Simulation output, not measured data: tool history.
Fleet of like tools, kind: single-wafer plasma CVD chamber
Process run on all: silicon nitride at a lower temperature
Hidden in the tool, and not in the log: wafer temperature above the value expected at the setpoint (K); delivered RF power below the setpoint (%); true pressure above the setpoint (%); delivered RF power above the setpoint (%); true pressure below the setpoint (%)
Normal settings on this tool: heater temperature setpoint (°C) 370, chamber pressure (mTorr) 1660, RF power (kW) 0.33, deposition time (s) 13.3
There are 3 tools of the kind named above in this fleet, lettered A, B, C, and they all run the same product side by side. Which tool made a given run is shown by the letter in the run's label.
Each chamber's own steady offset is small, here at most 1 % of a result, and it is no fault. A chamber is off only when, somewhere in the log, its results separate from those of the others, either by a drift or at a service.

run,day,heater temperature setpoint (°C),chamber pressure (mTorr),RF power (kW),deposition time (s),hours since the last thermocouple change,hours since the last RF generator calibration,hours since the last manometer calibration,"read-back reference wafer on the same gauge, thickness_nm",mean film thickness on the monitor wafer (angstrom)
1C,0.142,370,1660,0.33,13.3,1144.6,825.1,1220.2,15.296,166.34
2A,0.308,370,1660,0.33,13.3,1230.2,1624.5,1408.6,15.298,166.44
3B,0.433,370,1660,0.33,13.3,221.9,845.1,470.8,15.302,168.22
4A,0.517,370,1660,0.33,13.3,1235.2,1629.5,1413.6,15.307,165.79
5B,0.675,379,1660,0.36,13.3,227.7,850.9,476.6,15.301,177.37
6C,0.812,379,1660,0.36,13.3,1160.7,841.2,1236.3,15.309,174.99
7C,0.992,379,1660,0.36,13.3,1165,845.5,1240.6,15.302,174.77
8B,1.129,370,1660,0.33,13.3,238.6,861.8,487.5,15.302,168.13
9A,1.238,370,1660,0.33,13.3,1252.5,1646.8,1430.9,15.297,164.96
10B,1.417,370,1660,0.33,13.3,245.5,868.7,494.4,15.303,167.49
11A,1.542,370,1660,0.33,13.3,1259.8,1654.1,1438.2,15.293,165.43
12C,1.667,370,1660,0.33,13.3,1181.2,861.7,1256.8,15.3,165.5
13B,1.754,370,1660,0.33,13.3,253.6,876.8,502.5,15.289,167.19
14A,1.846,376,1660,0.33,13.3,1267.1,1661.4,1445.5,15.301,165.63
15C,1.992,376,1660,0.33,13.3,1189,869.5,1264.6,15.293,164.55
16C,2.071,376,1660,0.33,13.3,1190.9,871.4,1266.5,15.312,165.41
17B,2.229,370,1660,0.33,13.3,265,888.2,513.9,15.3,167.28
18A,2.312,359,1660,0.33,13.3,1278.3,1672.6,1456.7,15.293,166.51
19A,2.425,359,1660,0.33,13.3,1281,1675.3,1459.4,15.298,165.57
20B,2.504,359,1660,0.33,13.3,271.6,894.8,520.5,15.293,168.67
21C,2.683,370,1660,0.33,13.3,1205.6,886.1,1281.2,15.308,165.13
22A,2.854,370,1660,0.33,13.3,1291.3,1685.6,1469.7,15.301,165.3
23C,2.996,370,1660,0.33,13.3,1213.1,893.6,1288.7,15.3,164.54
24B,3.154,370,1660,0.33,13.3,287.2,910.4,536.1,15.295,168.43
25C,3.279,370,1840,0.33,13.3,1219.9,900.4,1295.5,15.304,168.77
26A,3.367,370,1840,0.33,13.3,1303.6,1697.9,1482,15.305,170.31
27B,3.475,370,1840,0.33,13.3,294.9,918.1,543.8,15.295,173.67
28B,3.6,370,1660,0.33,13.3,297.9,921.1,546.8,15.298,168.44
29A,3.729,370,1870,0.33,13.3,1312.3,1706.6,1490.7,15.302,170.97
30C,3.829,370,1870,0.33,13.3,1233.1,913.6,1308.7,15.299,168.91
31C,3.971,370,1870,0.33,13.3,1236.5,917,1312.1,15.305,168.54
32B,4.121,370,1660,0.33,13.3,310.4,933.6,559.3,15.307,167.65
33A,4.292,370,1660,0.33,13.3,1325.8,1720.1,1504.2,15.303,165.26
34B,4.417,370,1660,0.33,13.3,317.5,940.7,566.4,15.299,168.31
35A,4.5,370,1660,0.33,13.3,1330.8,1725.1,1509.2,15.292,165.29

What goes on in this fleet: one chamber off, a drifting gauge, or nothing beyond the chambers' own small offsets? Name the chamber and the cause, if any.

It is chamber C that slowly wanders off from its peers.
Likeliest cause: delivered RF power below the setpoint (%) = 2.71.
With only this log, it may be confused with: true pressure below the setpoint (%).

Below are 4 candidate recipes for chamber C's next run, each the usual settings with a change, their results shown as question marks. Which of them brings C's results back in line with what the other chambers give on the usual settings?
A result is in line if it is within this distance of the other chambers' mean on the usual settings: mean film thickness on the monitor wafer (angstrom) 1.4
36C-1,4.629,370,1710,0.345,13.3,,,,,?
36C-2,4.629,370,1610,0.315,13.3,,,,,?
36C-3,4.629,370,1530,0.33,13.3,,,,,?
36C-4,4.629,370,1680,0.34,13.3,,,,,?

Mean of the other chambers on the usual settings: mean film thickness on the monitor wafer (angstrom) 166.67
run,mean film thickness on the monitor wafer (angstrom)
36C-1,169.47
36C-2,156.98
36C-3,159.6
36C-4,167.09
With 36C-4, the chamber falls back in line with the rest.
